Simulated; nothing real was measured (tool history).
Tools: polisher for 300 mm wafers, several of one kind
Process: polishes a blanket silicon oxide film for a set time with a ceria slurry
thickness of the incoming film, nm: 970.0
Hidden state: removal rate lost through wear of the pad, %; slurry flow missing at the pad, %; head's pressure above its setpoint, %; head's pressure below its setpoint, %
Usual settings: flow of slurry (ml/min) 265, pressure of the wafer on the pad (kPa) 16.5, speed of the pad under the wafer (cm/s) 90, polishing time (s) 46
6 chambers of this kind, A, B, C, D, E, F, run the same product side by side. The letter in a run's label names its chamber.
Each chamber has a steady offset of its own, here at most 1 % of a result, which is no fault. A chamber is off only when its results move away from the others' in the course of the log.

run     day  flow of slurry (ml/min)  pressure of the wafer on the pad (kPa)  speed of the pad under the wafer (cm/s)  polishing time (s)  wafers polished on this pad  hours since the slurry nozzle was cleaned  hours since the head pressure was calibrated  film removed (Å)
 1B   0.158                      265                                    16.5                                       90                  46                          292                                      615.4                                         149.4            1187.4
      0.262  -- chamber E: worn pad replaced by a new one
 2D   0.354                      265                                    16.5                                       90                  46                          875                                       33.2                                          52.8            1204.6
 3E   0.529                      265                                    16.5                                       90                  46                           91                                      404.7                                         127.1            1179.1
      0.604  -- chamber C: worn pad replaced by a new one
 4F   0.783                      265                                    16.5                                       90                  46                          326                                      313.9                                           107            1170.5
 5C   1.042                      265                                    16.5                                       90                  46                          150                                      207.4                                         978.1            1198.9
 6A   1.312                      265                                    16.5                                       90                  46                          760                                      641.7                                         354.1            1215.7
      1.571  -- chamber A: worn pad replaced by a new one
 7D   1.583                      265                                      11                                      120                  46                         1293                                       62.7                                          82.3            1082.4
      1.754  -- chamber D: worn pad replaced by a new one
 8B     1.9                      265                                      11                                      120                  46                          884                                      657.2                                         191.2            1045.9
      2.083  -- chamber F: slurry nozzle cleaned
 9C   2.146                      265                                      11                                      120                  46                          525                                      233.9                                        1004.6            1074.6
10F   2.304                      265                                      11                                      120                  46                          843                                        5.4                                         143.5            1049.6
      2.333  -- chamber B: worn pad replaced by a new one
11A   2.496                      265                                      11                                      120                  46                          315                                      670.1                                         382.5            1050.6
12E    2.65                      265                                      11                                      120                  46                          812                                      455.6                                           178            1066.4
      2.662  -- chamber F: worn pad replaced by a new one
13E   2.858                      265                                    16.5                                       90                  46                          883                                      460.6                                           183            1190.3
      2.908  -- chamber E: worn pad replaced by a new one
14B   3.162                      265                                    16.5                                       74                  46                          282                                      687.5                                         221.5             970.4
      3.275  -- chamber C: worn pad replaced by a new one
15F   3.362                      265                                    16.5                                       74                  46                          238                                       30.8                                         168.9            972.37
16D   3.617                      265                                    16.5                                       74                  46                          633                                      111.5                                         131.1            993.14
17C   3.946                      265                                    16.5                                       74                  46                          229                                      277.1                                        1047.8            981.13
      4.017  -- chamber A: worn pad replaced by a new one
18A   4.246                      265                                    16.5                                       74                  46                           79                                      712.1                                         424.5            979.87
      4.462  -- chamber C: slurry nozzle cleaned
19A   4.525                      265                                    16.5                                       74                  46                          174                                      718.8                                         431.2            994.81
20C   4.792                      265                                    16.5                                       90                  46                          517                                          8                                        1068.1            1177.4
      4.821  -- chamber E: slurry nozzle cleaned
21B    4.95                      265                                    16.5                                       90                  46                          890                                      730.4                                         264.4            1151.5
      4.992  -- chamber B: slurry nozzle cleaned
22F   5.196                      265                                    16.5                                       90                  46                          861                                       74.8                                         212.9            1193.9
      5.238  -- chamber F: worn pad replaced by a new one
      5.325  -- chamber B: worn pad replaced by a new one
23E   5.475                      265                                    16.5                                       78                  46                          873                                       15.7                                         245.8            1033.4
      5.504  -- chamber E: worn pad replaced by a new one
      5.517  -- chamber D: worn pad replaced by a new one
24D   5.683                      265                                    16.5                                       78                  46                           57                                      161.1                                         180.7              1016
      5.808  -- chamber C: worn pad replaced by a new one
25A   5.842                      265                                    16.5                                       78                  46                          621                                      750.4                                         462.8            1019.9
26D   6.042                      265                                    16.5                                       78                  46                          179                                      169.7                                         189.3            1014.2
      6.246  -- chamber A: worn pad replaced by a new one
27E    6.25                      265                                    16.5                                       78                  46                          253                                       34.3                                         264.4            1041.2
      6.446  -- chamber A: slurry nozzle cleaned
28C   6.446                      265                                    16.5                                       78                  46                          216                                       47.7                                        1107.8            995.74
29F   6.729                      265                                    16.5                                       90                  46                          507                                      111.6                                         249.7            1196.4
30B   7.029                      265                                    16.5                                       74                  46                          580                                         49                                         314.3            918.63
31F   7.371                      265                                    16.5                                       74                  46                          725                                        127                                         265.1            963.82
32A   7.642                      265                                    16.5                                       74                  46                          475                                       28.7                                           506             982.7
      7.746  -- chamber B: worn pad replaced by a new one
33D   7.967                      265                                    16.5                                       74                  46                          833                                      215.9                                         235.5            971.04
      8.125  -- chamber F: worn pad replaced by a new one
34C   8.138                      265                                    16.5                                       74                  46                          792                                       88.3                                        1148.4            971.75
      8.238  -- chamber C: worn pad replaced by a new one
      8.246  -- chamber E: worn pad replaced by a new one
35E   8.475                      265                                    16.5                                       74                  46                           78                                       87.7                                         317.8            964.67
      8.646  -- chamber A: worn pad replaced by a new one
36B   8.696                      265                                    16.5                                       90                  46                          323                                         89                                         354.3            1071.1
      8.838  -- chamber D: worn pad replaced by a new one
37D   8.921                      225                                    16.5                                       60                  46                           29                                      238.8                                         258.4            756.63
38C   9.217                      225                                    16.5                                       60                  46                          334                                      114.2                                        1174.3             770.2
39A   9.475                      225                                    16.5                                       60                  46                          282                                       72.7                                           550            798.52
40E   9.688                      225                                    16.5                                       60                  46                          490                                      116.8                                         346.9            778.51
41B   9.912                      225                                    16.5                                       60                  46                          737                                      118.2                                         383.5             699.4
42F  10.079                      225                                    16.5                                       60                  46                          664                                        192                                         330.1            777.89
43D  10.225                      265                                    16.5                                       90                  46                          472                                      270.1                                         289.7            1175.4
44C  10.412                      265                                    16.5                                       90                  46                          740                                      142.9                                          1203            1182.6

Next, every chamber runs the same settings. What will each give?
45A  10.658                      265                                    16.5                                       90                  35                                                                                                                                       ?
45B  10.658                      265                                    16.5                                       90                  35                                                                                                                                       ?
45C  10.658                      265                                    16.5                                       90                  35                                                                                                                                       ?
45D  10.658                      265                                    16.5                                       90                  35                                                                                                                                       ?
45E  10.658                      265                                    16.5                                       90                  35                                                                                                                                       ?
45F  10.658                      265                                    16.5                                       90                  35                                                                                                                                       ?

run  film removed (Å)
45A            913.29
45B            796.38
45C            887.69
45D            898.41
45E            906.08
45F            899.01
